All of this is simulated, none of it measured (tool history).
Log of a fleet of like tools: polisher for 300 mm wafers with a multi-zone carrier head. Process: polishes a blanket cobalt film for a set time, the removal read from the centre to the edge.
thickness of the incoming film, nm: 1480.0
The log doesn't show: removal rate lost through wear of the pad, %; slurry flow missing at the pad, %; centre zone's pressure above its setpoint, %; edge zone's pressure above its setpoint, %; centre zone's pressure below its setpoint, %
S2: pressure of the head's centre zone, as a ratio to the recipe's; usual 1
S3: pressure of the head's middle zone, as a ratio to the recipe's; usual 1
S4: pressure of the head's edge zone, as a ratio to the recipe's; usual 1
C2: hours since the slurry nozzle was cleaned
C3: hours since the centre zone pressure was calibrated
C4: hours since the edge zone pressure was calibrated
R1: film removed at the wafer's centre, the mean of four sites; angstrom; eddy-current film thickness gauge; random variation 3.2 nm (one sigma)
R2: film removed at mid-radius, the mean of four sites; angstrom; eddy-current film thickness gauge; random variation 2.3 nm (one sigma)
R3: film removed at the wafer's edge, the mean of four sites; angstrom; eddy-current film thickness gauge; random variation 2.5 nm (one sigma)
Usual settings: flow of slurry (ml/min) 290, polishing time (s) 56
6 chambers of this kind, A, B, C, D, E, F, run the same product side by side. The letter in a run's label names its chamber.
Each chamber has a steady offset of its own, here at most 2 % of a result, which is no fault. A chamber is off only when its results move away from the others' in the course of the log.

-- hour=0.3 chamber F: edge zone pressure recalibrated
run 1D hour=3.4 | flow_of_slurry_(ml/min)=290 S2=1 S3=1 S4=1 polishing_time_(s)=56 | wafers_polished_on_this_pad=503 C2=226.9 C3=187.8 C4=140.3 | R1=3314.2 R2=3227 R3=3235.5
run 2A hour=6.1 | flow_of_slurry_(ml/min)=290 S2=1 S3=1 S4=1 polishing_time_(s)=56 | wafers_polished_on_this_pad=921 C2=106.4 C3=60.9 C4=452.3 | R1=3256.2 R2=3223.3 R3=3290.5
run 3E hour=9.4 | flow_of_slurry_(ml/min)=290 S2=1 S3=1 S4=1 polishing_time_(s)=56 | wafers_polished_on_this_pad=326 C2=61.8 C3=101.4 C4=1524.6 | R1=3284.2 R2=3265.5 R3=3270.7
-- hour=14.1 chamber A: worn pad replaced by a new one
run 4B hour=14.1 | flow_of_slurry_(ml/min)=290 S2=1 S3=1 S4=1 polishing_time_(s)=56 | wafers_polished_on_this_pad=511 C2=449.7 C3=219.6 C4=546.5 | R1=3214.1 R2=3255.7 R3=3243.2
run 5F hour=17.7 | flow_of_slurry_(ml/min)=290 S2=1 S3=1 S4=0.88 polishing_time_(s)=56 | wafers_polished_on_this_pad=688 C2=415.9 C3=305.6 C4=17.4 | R1=3218.4 R2=3228.7 R3=3012.7
run 6C hour=23.5 | flow_of_slurry_(ml/min)=290 S2=1 S3=1 S4=0.88 polishing_time_(s)=56 | wafers_polished_on_this_pad=670 C2=511.6 C3=887.5 C4=204.4 | R1=3294.3 R2=3283.5 R3=3046.4
-- hour=24.9 chamber F: worn pad replaced by a new one
-- hour=28.4 chamber C: worn pad replaced by a new one
run 7D hour=28.6 | flow_of_slurry_(ml/min)=290 S2=1 S3=1 S4=0.88 polishing_time_(s)=56 | wafers_polished_on_this_pad=794 C2=252.1 C3=213 C4=165.5 | R1=3244.1 R2=3248.7 R3=3039.4
run 8C hour=32.1 | flow_of_slurry_(ml/min)=290 S2=1 S3=1 S4=0.88 polishing_time_(s)=56 | wafers_polished_on_this_pad=42 C2=520.2 C3=896.1 C4=213 | R1=3295.3 R2=3327.9 R3=3039.8
run 9E hour=36.9 | flow_of_slurry_(ml/min)=290 S2=1 S3=1 S4=0.88 polishing_time_(s)=56 | wafers_polished_on_this_pad=643 C2=89.3 C3=128.9 C4=1552.1 | R1=3234.2 R2=3268.9 R3=3092.2
run 10F hour=39.5 | flow_of_slurry_(ml/min)=290 S2=1 S3=1 S4=0.88 polishing_time_(s)=56 | wafers_polished_on_this_pad=168 C2=437.7 C3=327.4 C4=39.2 | R1=3254.2 R2=3274.9 R3=3077.3
run 11B hour=42.3 | flow_of_slurry_(ml/min)=290 S2=1 S3=1 S4=1 polishing_time_(s)=56 | wafers_polished_on_this_pad=836 C2=477.9 C3=247.8 C4=574.7 | R1=3257.7 R2=3273.3 R3=3269.7
run 12A hour=45 | flow_of_slurry_(ml/min)=290 S2=1 S3=1 S4=1 polishing_time_(s)=56 | wafers_polished_on_this_pad=356 C2=145.3 C3=99.8 C4=491.2 | R1=3277.3 R2=3259.9 R3=3279.9
run 13B hour=47.8 | flow_of_slurry_(ml/min)=290 S2=1 S3=1.1 S4=1 polishing_time_(s)=75 | wafers_polished_on_this_pad=900 C2=483.4 C3=253.3 C4=580.2 | R1=4282.1 R2=4740.2 R3=4298.5
run 14C hour=52.3 | flow_of_slurry_(ml/min)=290 S2=1 S3=1.1 S4=1 polishing_time_(s)=75 | wafers_polished_on_this_pad=275 C2=540.4 C3=916.3 C4=233.2 | R1=4432.5 R2=4859 R3=4313.6
run 15F hour=55.7 | flow_of_slurry_(ml/min)=290 S2=1 S3=1.1 S4=1 polishing_time_(s)=75 | wafers_polished_on_this_pad=355 C2=453.9 C3=343.6 C4=55.4 | R1=4317.5 R2=4732 R3=4312.7
-- hour=56.9 chamber E: edge zone pressure recalibrated
run 16A hour=58.8 | flow_of_slurry_(ml/min)=290 S2=1 S3=1.1 S4=1 polishing_time_(s)=75 | wafers_polished_on_this_pad=515 C2=159.1 C3=113.6 C4=505 | R1=4428.4 R2=4784.9 R3=4352.8
run 17E hour=61.7 | flow_of_slurry_(ml/min)=290 S2=1 S3=1.1 S4=1 polishing_time_(s)=75 | wafers_polished_on_this_pad=929 C2=114.1 C3=153.7 C4=4.8 | R1=4342.2 R2=4789.1 R3=4366.1
run 18D hour=65.2 | flow_of_slurry_(ml/min)=290 S2=1 S3=1.1 S4=1 polishing_time_(s)=75 | wafers_polished_on_this_pad=1216 C2=288.7 C3=249.6 C4=202.1 | R1=4210.5 R2=4598.2 R3=4152.7
run 19C hour=68.7 | flow_of_slurry_(ml/min)=290 S2=1 S3=1 S4=1 polishing_time_(s)=56 | wafers_polished_on_this_pad=464 C2=556.8 C3=932.7 C4=249.6 | R1=3249.8 R2=3273.9 R3=3207.2
run 20F hour=71.7 | flow_of_slurry_(ml/min)=290 S2=1 S3=1 S4=1 polishing_time_(s)=64 | wafers_polished_on_this_pad=539 C2=469.9 C3=359.6 C4=71.4 | R1=3762.2 R2=3696.9 R3=3671.5
run 21D hour=76.4 | flow_of_slurry_(ml/min)=290 S2=1 S3=1 S4=1 polishing_time_(s)=64 | wafers_polished_on_this_pad=1345 C2=299.9 C3=260.8 C4=213.3 | R1=3528.6 R2=3580.7 R3=3590.5
-- hour=80.6 chamber C: worn pad replaced by a new one
-- hour=81 chamber E: worn pad replaced by a new one
run 22A hour=82.2 | flow_of_slurry_(ml/min)=290 S2=1 S3=1 S4=1 polishing_time_(s)=64 | wafers_polished_on_this_pad=784 C2=182.5 C3=137 C4=528.4 | R1=3703.8 R2=3694.7 R3=3744.8
-- hour=86.1 chamber B: slurry nozzle cleaned
run 23E hour=87.4 | flow_of_slurry_(ml/min)=290 S2=1 S3=1 S4=1 polishing_time_(s)=64 | wafers_polished_on_this_pad=74 C2=139.8 C3=179.4 C4=30.5 | R1=3716.7 R2=3715 R3=3772.1
run 24B hour=92.3 | flow_of_slurry_(ml/min)=290 S2=1 S3=1 S4=1 polishing_time_(s)=64 | wafers_polished_on_this_pad=1412 C2=6.2 C3=297.8 C4=624.7 | R1=3701.5 R2=3671.1 R3=3725.8
run 25C hour=95.7 | flow_of_slurry_(ml/min)=290 S2=1 S3=1 S4=1 polishing_time_(s)=64 | wafers_polished_on_this_pad=174 C2=583.8 C3=959.7 C4=276.6 | R1=3686.2 R2=3820.7 R3=3751.1
-- hour=96 chamber B: worn pad replaced by a new one
-- hour=96.5 chamber F: worn pad replaced by a new one
run 26F hour=100.6 | flow_of_slurry_(ml/min)=290 S2=1 S3=1 S4=1 polishing_time_(s)=56 | wafers_polished_on_this_pad=47 C2=498.8 C3=388.5 C4=100.3 | R1=3343.5 R2=3276.8 R3=3221.1
-- hour=102 chamber A: worn pad replaced by a new one
run 27E hour=105.5 | flow_of_slurry_(ml/min)=290 S2=1 S3=1 S4=1 polishing_time_(s)=56 | wafers_polished_on_this_pad=282 C2=157.9 C3=197.5 C4=48.6 | R1=3251.7 R2=3260.6 R3=3319.4
run 28A hour=109.1 | flow_of_slurry_(ml/min)=290 S2=1 S3=1 S4=1 polishing_time_(s)=56 | wafers_polished_on_this_pad=81 C2=209.4 C3=163.9 C4=555.3 | R1=3277.6 R2=3283.7 R3=3304.4
-- hour=111.5 chamber C: centre zone pressure recalibrated
-- hour=112.7 chamber D: slurry nozzle cleaned
run 29D hour=113.5 | flow_of_slurry_(ml/min)=290 S2=1 S3=1 S4=1 polishing_time_(s)=56 | wafers_polished_on_this_pad=1772 C2=0.8 C3=297.9 C4=250.4 | R1=3036.9 R2=3056.1 R3=3057.8
run 30B hour=117.8 | flow_of_slurry_(ml/min)=290 S2=1 S3=1 S4=1 polishing_time_(s)=56 | wafers_polished_on_this_pad=251 C2=31.7 C3=323.3 C4=650.2 | R1=3191.2 R2=3271.4 R3=3266.1
run 31A hour=120.9 | flow_of_slurry_(ml/min)=290 S2=1 S3=1 S4=1 polishing_time_(s)=56 | wafers_polished_on_this_pad=217 C2=221.2 C3=175.7 C4=567.1 | R1=3348.6 R2=3250.9 R3=3280.1
run 32F hour=125.8 | flow_of_slurry_(ml/min)=290 S2=1 S3=1 S4=1 polishing_time_(s)=56 | wafers_polished_on_this_pad=338 C2=524 C3=413.7 C4=125.5 | R1=3284.9 R2=3271.8 R3=3216.3
run 33C hour=129.4 | flow_of_slurry_(ml/min)=290 S2=1 S3=1 S4=1 polishing_time_(s)=56 | wafers_polished_on_this_pad=562 C2=617.5 C3=18 C4=310.3 | R1=3229.1 R2=3303.1 R3=3228.4
run 34D hour=134.5 | flow_of_slurry_(ml/min)=290 S2=1 S3=1 S4=1 polishing_time_(s)=56 | wafers_polished_on_this_pad=2014 C2=21.8 C3=318.9 C4=271.4 | R1=2967.7 R2=3001.1 R3=3008.6
run 35B hour=139.9 | flow_of_slurry_(ml/min)=290 S2=1 S3=1 S4=1 polishing_time_(s)=56 | wafers_polished_on_this_pad=506 C2=53.8 C3=345.4 C4=672.3 | R1=3232.4 R2=3254 R3=3225.4
run 36E hour=143.7 | flow_of_slurry_(ml/min)=290 S2=1 S3=1 S4=1 polishing_time_(s)=56 | wafers_polished_on_this_pad=723 C2=196.1 C3=235.7 C4=86.8 | R1=3244.1 R2=3255.1 R3=3302.3

All 6 chambers run these settings next. Forecast each chamber's results:
run 37A hour=147.9 | flow_of_slurry_(ml/min)=290 S2=1 S3=1 S4=1 polishing_time_(s)=56 | R1=? R2=? R3=?
run 37B hour=147.9 | flow_of_slurry_(ml/min)=290 S2=1 S3=1 S4=1 polishing_time_(s)=56 | R1=? R2=? R3=?
run 37C hour=147.9 | flow_of_slurry_(ml/min)=290 S2=1 S3=1 S4=1 polishing_time_(s)=56 | R1=? R2=? R3=?
run 37D hour=147.9 | flow_of_slurry_(ml/min)=290 S2=1 S3=1 S4=1 polishing_time_(s)=56 | R1=? R2=? R3=?
run 37E hour=147.9 | flow_of_slurry_(ml/min)=290 S2=1 S3=1 S4=1 polishing_time_(s)=56 | R1=? R2=? R3=?
run 37F hour=147.9 | flow_of_slurry_(ml/min)=290 S2=1 S3=1 S4=1 polishing_time_(s)=56 | R1=? R2=? R3=?

run=37A R1=3355 R2=3268.9 R3=3286.1
run=37B R1=3245.4 R2=3248.8 R3=3251.7
run=37C R1=3274.2 R2=3331.5 R3=3248.9
run=37D R1=2899.9 R2=2948.5 R3=2924.2
run=37E R1=3180 R2=3311.9 R3=3257.2
run=37F R1=3253.2 R2=3258.7 R3=3207.3
